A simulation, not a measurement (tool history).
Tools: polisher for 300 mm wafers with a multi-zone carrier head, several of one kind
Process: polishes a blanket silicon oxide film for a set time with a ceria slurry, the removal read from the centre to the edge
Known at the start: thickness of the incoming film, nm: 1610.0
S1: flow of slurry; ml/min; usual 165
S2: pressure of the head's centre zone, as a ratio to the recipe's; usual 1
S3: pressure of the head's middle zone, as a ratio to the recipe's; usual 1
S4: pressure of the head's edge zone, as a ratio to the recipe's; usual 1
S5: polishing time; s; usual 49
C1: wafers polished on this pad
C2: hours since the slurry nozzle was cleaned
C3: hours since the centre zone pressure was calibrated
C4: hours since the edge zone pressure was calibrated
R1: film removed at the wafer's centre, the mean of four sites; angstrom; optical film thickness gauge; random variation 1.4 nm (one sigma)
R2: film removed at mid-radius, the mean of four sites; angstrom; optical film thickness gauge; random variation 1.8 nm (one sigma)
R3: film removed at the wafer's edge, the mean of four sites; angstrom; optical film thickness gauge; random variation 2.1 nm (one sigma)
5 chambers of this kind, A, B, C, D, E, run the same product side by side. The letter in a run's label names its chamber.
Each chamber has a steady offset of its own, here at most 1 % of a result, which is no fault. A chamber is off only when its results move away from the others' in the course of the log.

| run | day | S1 | S2 | S3 | S4 | S5 | C1 | C2 | C3 | C4 | R1 | R2 | R3 |
|---|---|---|---|---|---|---|---|---|---|---|---|---|---|
|  | 0.067 | chamber A: worn pad replaced by a new one |
| 1B | 0.233 | 165 | 1 | 1 | 1 | 49 | 746 | 141.8 | 258 | 635.2 | 1724.2 | 1744.4 | 1771.4 |
| 2D | 0.65 | 165 | 1 | 1 | 1 | 49 | 466 | 247.1 | 242.5 | 378.7 | 1756.8 | 1752.8 | 1783.5 |
| 3C | 1 | 165 | 1 | 1 | 1 | 49 | 353 | 280.3 | 989.9 | 36.5 | 1734 | 1749.4 | 1776.7 |
|  | 1.254 | chamber B: edge zone pressure recalibrated |
| 4A | 1.4 | 165 | 1 | 1 | 1 | 49 | 266 | 190.8 | 172.1 | 590.3 | 1754.3 | 1737.9 | 1735 |
| 5E | 1.838 | 165 | 1 | 1 | 1 | 49 | 1091 | 62.1 | 300 | 1238.7 | 1711.2 | 1755.5 | 1733.9 |
|  | 1.892 | chamber E: worn pad replaced by a new one |
| 6C | 2.112 | 165 | 1 | 1 | 1 | 49 | 575 | 307 | 1016.6 | 63.2 | 1744.1 | 1733.7 | 1752.4 |
| 7D | 2.567 | 165 | 1 | 1 | 1 | 49 | 848 | 293.1 | 288.5 | 424.7 | 1777.5 | 1774.6 | 1729.6 |
|  | 2.975 | chamber B: worn pad replaced by a new one |
| 8B | 3.046 | 135 | 1 | 1 | 1 | 49 | 14 | 209.3 | 325.5 | 43.1 | 1669.6 | 1647 | 1695.3 |
| 9E | 3.346 | 135 | 1 | 1 | 1 | 49 | 290 | 98.3 | 336.2 | 1274.9 | 1690.4 | 1686.8 | 1744.1 |
| 10A | 3.779 | 135 | 1 | 1 | 1 | 49 | 741 | 247.9 | 229.2 | 647.4 | 1661 | 1686.8 | 1691.2 |
| 11D | 4.146 | 135 | 1 | 1 | 1 | 49 | 1164 | 331 | 326.4 | 462.6 | 1680.5 | 1695.1 | 1676 |
|  | 4.279 | chamber C: worn pad replaced by a new one |
|  | 4.446 | chamber A: worn pad replaced by a new one |
| 12E | 4.538 | 135 | 1 | 1 | 1 | 49 | 528 | 126.9 | 364.8 | 1303.5 | 1684.9 | 1678.5 | 1695.9 |
|  | 4.583 | chamber D: worn pad replaced by a new one |
| 13C | 4.938 | 165 | 1 | 1 | 1 | 49 | 131 | 374.8 | 1084.4 | 131 | 1750 | 1772.4 | 1765 |
|  | 4.979 | chamber B: centre zone pressure recalibrated |
| 14B | 5.412 | 165 | 1 | 1 | 1 | 49 | 487 | 266.1 | 10.5 | 99.9 | 1723.5 | 1748.6 | 1743.3 |
|  | 5.612 | chamber A: centre zone pressure recalibrated |
| 15A | 5.758 | 165 | 1 | 1 | 1 | 49 | 262 | 295.4 | 3.5 | 694.9 | 1744.2 | 1734.3 | 1721.4 |
| 16D | 6.067 | 165 | 1 | 1 | 1 | 49 | 296 | 377.1 | 372.5 | 508.7 | 1752.2 | 1746.2 | 1735.1 |
| 17E | 6.354 | 165 | 1 | 1 | 1 | 49 | 891 | 170.5 | 408.4 | 1347.1 | 1730.8 | 1771.3 | 1766.6 |
|  | 6.729 | chamber E: edge zone pressure recalibrated |
| 18B | 6.792 | 165 | 1 | 1 | 1 | 49 | 762 | 299.2 | 43.6 | 133 | 1739.8 | 1745.3 | 1740.8 |
| 19A | 7.117 | 165 | 1 | 1 | 1 | 49 | 533 | 328 | 36.1 | 727.5 | 1764.3 | 1741.1 | 1731.2 |
|  | 7.283 | chamber D: edge zone pressure recalibrated |
| 20C | 7.517 | 165 | 1 | 1 | 1 | 49 | 646 | 436.7 | 1146.3 | 192.9 | 1753.7 | 1767 | 1693.4 |
|  | 7.979 | chamber E: worn pad replaced by a new one |
| 21D | 7.996 | 165 | 1 | 1 | 1 | 49 | 681 | 423.4 | 418.8 | 17.1 | 1752.5 | 1751.7 | 1737.4 |
| 22C | 8.367 | 165 | 1 | 1 | 1 | 49 | 816 | 457.1 | 1166.7 | 213.3 | 1724.7 | 1740.8 | 1747.2 |
|  | 8.771 | chamber C: worn pad replaced by a new one |
| 23A | 8.862 | 165 | 1 | 1 | 1 | 49 | 882 | 369.9 | 78 | 769.4 | 1762.6 | 1733.2 | 1743.8 |
|  | 9.054 | chamber A: worn pad replaced by a new one |
| 24E | 9.329 | 165 | 1 | 1 | 1 | 49 | 269 | 241.9 | 479.8 | 62.4 | 1737.2 | 1730 | 1771.9 |
|  | 9.383 | chamber B: worn pad replaced by a new one |
| 25B | 9.704 | 165 | 1 | 1 | 1 | 49 | 64 | 369.1 | 113.5 | 202.9 | 1751.2 | 1752.9 | 1781.4 |
| 26C | 10.121 | 165 | 1 | 1 | 1 | 49 | 270 | 499.2 | 1208.8 | 255.4 | 1729.9 | 1755.1 | 1747.4 |
| 27E | 10.492 | 165 | 1 | 1 | 1 | 49 | 501 | 269.8 | 507.7 | 90.3 | 1752.9 | 1717.9 | 1755.8 |
|  | 10.625 | chamber B: slurry nozzle cleaned |
| 28D | 10.758 | 165 | 1 | 1 | 1 | 49 | 1233 | 489.7 | 485.1 | 83.4 | 1748.4 | 1756.8 | 1717.5 |
| 29A | 11.071 | 165 | 1 | 1 | 0.96 | 34 | 403 | 422.9 | 131 | 822.4 | 1210.9 | 1211 | 1167.7 |
|  | 11.158 | chamber D: slurry nozzle cleaned |
| 30B | 11.433 | 165 | 1 | 1 | 0.96 | 34 | 409 | 19.4 | 155 | 244.4 | 1192.4 | 1210.5 | 1188.2 |
| 31C | 11.833 | 165 | 1 | 1 | 0.96 | 34 | 612 | 540.3 | 1249.9 | 296.5 | 1213.7 | 1232.6 | 1202.3 |
|  | 11.938 | chamber D: worn pad replaced by a new one |
| 32A | 12.158 | 165 | 1 | 1 | 0.96 | 34 | 620 | 449 | 157.1 | 848.5 | 1187.5 | 1220.7 | 1174.9 |
| 33D | 12.467 | 165 | 1 | 1 | 0.96 | 34 | 105 | 31.4 | 526.1 | 124.4 | 1208 | 1204.3 | 1165 |

Is one chamber off against the others, does the gauge drift, or is nothing wrong? If a chamber is off, say which, and what the likeliest cause is.

No chamber stands off beyond its own small offset, and the gauge holds steady.

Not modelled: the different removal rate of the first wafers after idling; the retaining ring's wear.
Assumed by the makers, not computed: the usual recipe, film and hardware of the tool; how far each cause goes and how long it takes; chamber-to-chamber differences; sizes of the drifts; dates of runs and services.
